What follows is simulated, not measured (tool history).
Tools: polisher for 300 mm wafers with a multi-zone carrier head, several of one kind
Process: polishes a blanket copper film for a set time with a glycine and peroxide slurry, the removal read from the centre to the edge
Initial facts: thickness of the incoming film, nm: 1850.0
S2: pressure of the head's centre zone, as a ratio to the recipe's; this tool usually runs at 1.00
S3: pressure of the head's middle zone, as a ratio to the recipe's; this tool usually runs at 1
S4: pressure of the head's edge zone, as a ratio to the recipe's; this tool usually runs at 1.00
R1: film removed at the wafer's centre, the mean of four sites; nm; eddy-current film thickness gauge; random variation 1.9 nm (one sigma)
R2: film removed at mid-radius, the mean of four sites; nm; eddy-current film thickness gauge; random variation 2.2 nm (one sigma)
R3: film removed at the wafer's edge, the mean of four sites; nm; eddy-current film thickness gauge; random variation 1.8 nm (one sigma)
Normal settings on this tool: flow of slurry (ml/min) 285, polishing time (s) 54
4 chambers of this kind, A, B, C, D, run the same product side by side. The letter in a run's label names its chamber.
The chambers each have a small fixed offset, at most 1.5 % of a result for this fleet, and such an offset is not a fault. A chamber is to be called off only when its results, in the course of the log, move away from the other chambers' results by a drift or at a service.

run 1D day=0.167 | flow_of_slurry_(ml/min)=285 S2=1.00 S3=1 S4=1.00 polishing_time_(s)=54 | R1=294.84 R2=294.68 R3=291.25
run 2A day=0.300 | flow_of_slurry_(ml/min)=285 S2=1.00 S3=1 S4=1.00 polishing_time_(s)=54 | R1=295.14 R2=293.17 R3=291.44
-- day=0.312 chamber C: worn pad replaced by a new one
-- day=0.567 chamber C: edge zone pressure recalibrated
run 3C day=0.583 | flow_of_slurry_(ml/min)=285 S2=1.00 S3=1 S4=1.00 polishing_time_(s)=54 | R1=291.30 R2=293.61 R3=291.30
run 4B day=0.862 | flow_of_slurry_(ml/min)=285 S2=1.00 S3=1 S4=1.00 polishing_time_(s)=54 | R1=287.03 R2=293.47 R3=292.00
run 5C day=1.104 | flow_of_slurry_(ml/min)=285 S2=0.91 S3=1 S4=0.95 polishing_time_(s)=54 | R1=266.96 R2=295.54 R3=284.74
run 6B day=1.354 | flow_of_slurry_(ml/min)=285 S2=0.91 S3=1 S4=0.95 polishing_time_(s)=54 | R1=262.96 R2=294.64 R3=283.59
run 7D day=1.604 | flow_of_slurry_(ml/min)=285 S2=0.91 S3=1 S4=0.95 polishing_time_(s)=54 | R1=265.94 R2=291.12 R3=280.86
run 8A day=1.825 | flow_of_slurry_(ml/min)=285 S2=0.91 S3=1 S4=0.95 polishing_time_(s)=54 | R1=264.97 R2=292.34 R3=285.24
run 9C day=1.979 | flow_of_slurry_(ml/min)=285 S2=1.00 S3=1 S4=1.00 polishing_time_(s)=54 | R1=289.51 R2=292.13 R3=292.12
run 10D day=2.121 | flow_of_slurry_(ml/min)=285 S2=1.00 S3=1 S4=1.00 polishing_time_(s)=54 | R1=294.26 R2=285.18 R3=289.43
run 11A day=2.325 | flow_of_slurry_(ml/min)=285 S2=1.00 S3=1 S4=1.00 polishing_time_(s)=54 | R1=295.67 R2=288.98 R3=291.54
run 12B day=2.542 | flow_of_slurry_(ml/min)=285 S2=1.00 S3=1 S4=1.00 polishing_time_(s)=54 | R1=287.02 R2=290.97 R3=288.79
-- day=2.571 chamber C: worn pad replaced by a new one
run 13B day=2.817 | flow_of_slurry_(ml/min)=285 S2=1.00 S3=1 S4=1.00 polishing_time_(s)=54 | R1=290.62 R2=293.78 R3=286.75
run 14C day=3.004 | flow_of_slurry_(ml/min)=285 S2=1.00 S3=1 S4=1.00 polishing_time_(s)=54 | R1=295.57 R2=292.90 R3=294.79
-- day=3.162 chamber D: worn pad replaced by a new one
run 15D day=3.262 | flow_of_slurry_(ml/min)=285 S2=1.00 S3=1 S4=1.00 polishing_time_(s)=54 | R1=294.12 R2=287.96 R3=289.80
-- day=3.483 chamber A: worn pad replaced by a new one
run 16A day=3.554 | flow_of_slurry_(ml/min)=285 S2=1.00 S3=1 S4=1.00 polishing_time_(s)=54 | R1=298.02 R2=294.24 R3=288.70
run 17D day=3.742 | flow_of_slurry_(ml/min)=285 S2=1.00 S3=1 S4=1.00 polishing_time_(s)=54 | R1=292.78 R2=288.31 R3=290.63
run 18C day=4.029 | flow_of_slurry_(ml/min)=285 S2=1.00 S3=1 S4=1.00 polishing_time_(s)=54 | R1=290.58 R2=292.40 R3=292.65
run 19B day=4.162 | flow_of_slurry_(ml/min)=285 S2=1.00 S3=1 S4=1.00 polishing_time_(s)=54 | R1=284.05 R2=287.71 R3=289.20
run 20A day=4.338 | flow_of_slurry_(ml/min)=285 S2=1.00 S3=1 S4=1.00 polishing_time_(s)=54 | R1=299.16 R2=290.94 R3=293.89
run 21A day=4.517 | flow_of_slurry_(ml/min)=285 S2=1.00 S3=1 S4=1.00 polishing_time_(s)=54 | R1=294.16 R2=294.50 R3=294.56
-- day=4.775 chamber C: worn pad replaced by a new one
run 22B day=4.775 | flow_of_slurry_(ml/min)=285 S2=1.00 S3=1 S4=1.00 polishing_time_(s)=54 | R1=286.04 R2=282.88 R3=284.47
run 23C day=5.042 | flow_of_slurry_(ml/min)=285 S2=1.00 S3=1 S4=1.00 polishing_time_(s)=54 | R1=293.44 R2=294.11 R3=293.19
-- day=5.125 chamber A: edge zone pressure recalibrated
run 24D day=5.183 | flow_of_slurry_(ml/min)=285 S2=1.00 S3=1 S4=1.00 polishing_time_(s)=39 | R1=211.98 R2=209.16 R3=211.14
run 25D day=5.412 | flow_of_slurry_(ml/min)=285 S2=1.00 S3=1 S4=1.00 polishing_time_(s)=39 | R1=210.76 R2=208.51 R3=211.23
run 26C day=5.646 | flow_of_slurry_(ml/min)=285 S2=1.00 S3=1 S4=1.00 polishing_time_(s)=39 | R1=211.73 R2=211.91 R3=213.45
run 27B day=5.908 | flow_of_slurry_(ml/min)=285 S2=1.00 S3=1 S4=1.00 polishing_time_(s)=39 | R1=204.75 R2=206.84 R3=206.00
run 28A day=6.138 | flow_of_slurry_(ml/min)=285 S2=1.00 S3=1 S4=1.00 polishing_time_(s)=54 | R1=297.15 R2=289.40 R3=292.60
-- day=6.362 chamber D: slurry nozzle cleaned
run 29B day=6.379 | flow_of_slurry_(ml/min)=285 S2=1.00 S3=1 S4=1.00 polishing_time_(s)=54 | R1=283.21 R2=287.59 R3=284.77
run 30D day=6.546 | flow_of_slurry_(ml/min)=285 S2=1.00 S3=1 S4=1.00 polishing_time_(s)=54 | R1=296.72 R2=292.08 R3=291.72
run 31C day=6.783 | flow_of_slurry_(ml/min)=285 S2=1.00 S3=1 S4=1.00 polishing_time_(s)=54 | R1=294.16 R2=292.07 R3=291.21
-- day=6.958 chamber C: worn pad replaced by a new one
run 32A day=7.058 | flow_of_slurry_(ml/min)=285 S2=1.00 S3=1 S4=1.00 polishing_time_(s)=54 | R1=294.51 R2=293.76 R3=295.56
run 33A day=7.350 | flow_of_slurry_(ml/min)=285 S2=1.06 S3=1 S4=0.92 polishing_time_(s)=54 | R1=309.37 R2=294.50 R3=278.83
run 34B day=7.542 | flow_of_slurry_(ml/min)=285 S2=1.06 S3=1 S4=0.92 polishing_time_(s)=54 | R1=300.81 R2=284.83 R3=274.33
run 35D day=7.725 | flow_of_slurry_(ml/min)=285 S2=1.06 S3=1 S4=0.92 polishing_time_(s)=54 | R1=316.03 R2=292.30 R3=280.74
run 36C day=7.979 | flow_of_slurry_(ml/min)=285 S2=1.06 S3=1 S4=0.92 polishing_time_(s)=54 | R1=312.04 R2=293.76 R3=277.95
-- day=8.029 chamber D: worn pad replaced by a new one
run 37D day=8.225 | flow_of_slurry_(ml/min)=285 S2=1.00 S3=1 S4=1.00 polishing_time_(s)=54 | R1=299.23 R2=293.27 R3=288.96
run 38A day=8.504 | flow_of_slurry_(ml/min)=285 S2=1.00 S3=1 S4=1.00 polishing_time_(s)=54 | R1=290.64 R2=289.49 R3=291.46

Is one chamber off against the others, does the gauge drift, or is nothing wrong? If a chamber is off, say which, and what the likeliest cause is.

One chamber, B, drifts off from the rest bit by bit.
Likeliest cause: removal rate lost through wear of the pad, % = 4.05.
The log might look much the same if the cause were instead: slurry flow missing at the pad, %.

Which of the 4 candidates below, each the usual settings with something changed and its results left as question marks, puts chamber B back in line with what the other chambers give on the usual settings?
In-line tolerance around the mean of the other chambers on the usual settings: R1 6.70 nm; R2 7.60 nm; R3 6.40 nm
run 39B-1 day=8.717 | flow_of_slurry_(ml/min)=285 S2=1.01 S3=0.99 S4=1.00 polishing_time_(s)=56 | R1=? R2=? R3=?
run 39B-2 day=8.717 | flow_of_slurry_(ml/min)=285 S2=0.99 S3=1.01 S4=1.00 polishing_time_(s)=52 | R1=? R2=? R3=?
run 39B-3 day=8.717 | flow_of_slurry_(ml/min)=285 S2=0.99 S3=1.00 S4=1.00 polishing_time_(s)=54 | R1=? R2=? R3=?
run 39B-4 day=8.717 | flow_of_slurry_(ml/min)=285 S2=1.01 S3=1.00 S4=1.00 polishing_time_(s)=54 | R1=? R2=? R3=?

The mean the other chambers reach with the usual settings: R1 293.96 nm; R2 291.91 nm; R3 292.44 nm
run=39B-1 R1=292.09 R2=289.11 R3=290.50
run=39B-2 R1=265.45 R2=273.53 R3=269.67
run=39B-3 R1=275.64 R2=281.43 R3=280.09
run=39B-4 R1=281.68 R2=281.40 R3=280.09
39B-1 brings the chamber back in line.
